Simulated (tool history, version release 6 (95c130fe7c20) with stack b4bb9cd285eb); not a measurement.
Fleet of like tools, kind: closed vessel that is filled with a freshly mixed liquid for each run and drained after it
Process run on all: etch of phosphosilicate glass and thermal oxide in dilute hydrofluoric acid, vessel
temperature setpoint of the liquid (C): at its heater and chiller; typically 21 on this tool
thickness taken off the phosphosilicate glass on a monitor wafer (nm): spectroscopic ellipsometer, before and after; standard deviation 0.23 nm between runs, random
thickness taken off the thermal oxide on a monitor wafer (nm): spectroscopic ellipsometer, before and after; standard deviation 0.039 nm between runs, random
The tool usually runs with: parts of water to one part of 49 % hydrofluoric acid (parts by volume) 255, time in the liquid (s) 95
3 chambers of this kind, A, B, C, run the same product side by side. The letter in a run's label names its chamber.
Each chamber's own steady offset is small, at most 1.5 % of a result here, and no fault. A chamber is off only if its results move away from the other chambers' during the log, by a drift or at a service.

| run | hour | temperature setpoint of the liquid (C) | parts of water to one part of 49 % hydrofluoric acid (parts by volume) | time in the liquid (s) | read-back film thickness of the phosphosilicate glass reference wafer, read on the same gauge (nm) | read-back film thickness of the thermal oxide reference wafer, read on the same gauge (nm) | thickness taken off the phosphosilicate glass on a monitor wafer (nm) | thickness taken off the thermal oxide on a monitor wafer (nm) |
|---|---|---|---|---|---|---|---|---|
| 1B | 4.3 | 21 | 255 | 95 | 80.011 | 109.97 | 36.329 | 1.432 |
|  | 4.5 | chamber B: thermometer replaced |
| 2A | 8.2 | 21 | 255 | 95 | 80.005 | 110.02 | 36.296 | 1.4003 |
| 3C | 11.2 | 21 | 255 | 95 | 80.011 | 110 | 36.061 | 1.3607 |
| 4A | 15.9 | 21 | 255 | 95 | 80.016 | 109.97 | 35.979 | 1.3784 |
| 5B | 20.9 | 21 | 255 | 95 | 80.001 | 110.02 | 36.534 | 1.4105 |
| 6C | 24.9 | 21 | 255 | 95 | 79.968 | 109.98 | 36.213 | 1.4317 |
| 7C | 29.9 | 21 | 255 | 95 | 80.035 | 109.98 | 36.108 | 1.458 |
| 8B | 33.4 | 21 | 255 | 95 | 80.021 | 109.97 | 36.922 | 1.4803 |
| 9A | 37 | 21 | 255 | 95 | 79.996 | 110.01 | 36.551 | 1.3365 |
| 10A | 40.3 | 21 | 255 | 95 | 80.035 | 109.99 | 36.077 | 1.4313 |
| 11B | 44.3 | 21 | 255 | 95 | 80.072 | 110 | 36.612 | 1.3939 |
| 12C | 48.9 | 21 | 255 | 95 | 80.016 | 110.03 | 36.514 | 1.5075 |
| 13B | 53.1 | 21 | 255 | 95 | 79.992 | 110.01 | 36.768 | 1.3917 |
| 14C | 58.1 | 21 | 255 | 95 | 79.972 | 110.03 | 35.852 | 1.4139 |
| 15A | 62 | 21 | 255 | 95 | 80.009 | 110.02 | 36.364 | 1.4853 |
| 16C | 66.1 | 21 | 255 | 95 | 79.988 | 110 | 36.078 | 1.4801 |
| 17B | 69.9 | 21 | 255 | 95 | 80.052 | 110.03 | 36.936 | 1.3532 |
| 18A | 75.1 | 21 | 255 | 95 | 80.009 | 109.99 | 36.47 | 1.4098 |
| 19C | 79.5 | 19 | 370 | 95 | 80.048 | 109.99 | 20.825 | 0.84013 |
| 20B | 82.6 | 19 | 370 | 95 | 79.956 | 109.98 | 21.352 | 0.85601 |
| 21A | 87.4 | 19 | 370 | 95 | 79.93 | 109.99 | 20.787 | 0.8027 |
| 22C | 91.9 | 21 | 255 | 95 | 80.009 | 110 | 35.767 | 1.3989 |

Predict what each chamber gives when all 3 of them run the settings below next.
| 23A | 95.7 | 21 | 255 | 95 |  |  | ? | ? |
| 23B | 95.7 | 21 | 255 | 95 |  |  | ? | ? |
| 23C | 95.7 | 21 | 255 | 95 |  |  | ? | ? |

| run | thickness taken off the phosphosilicate glass on a monitor wafer (nm) | thickness taken off the thermal oxide on a monitor wafer (nm) |
|---|---|---|
| 23A | 36.048 | 1.3914 |
| 23B | 36.87 | 1.3873 |
| 23C | 35.724 | 1.4668 |
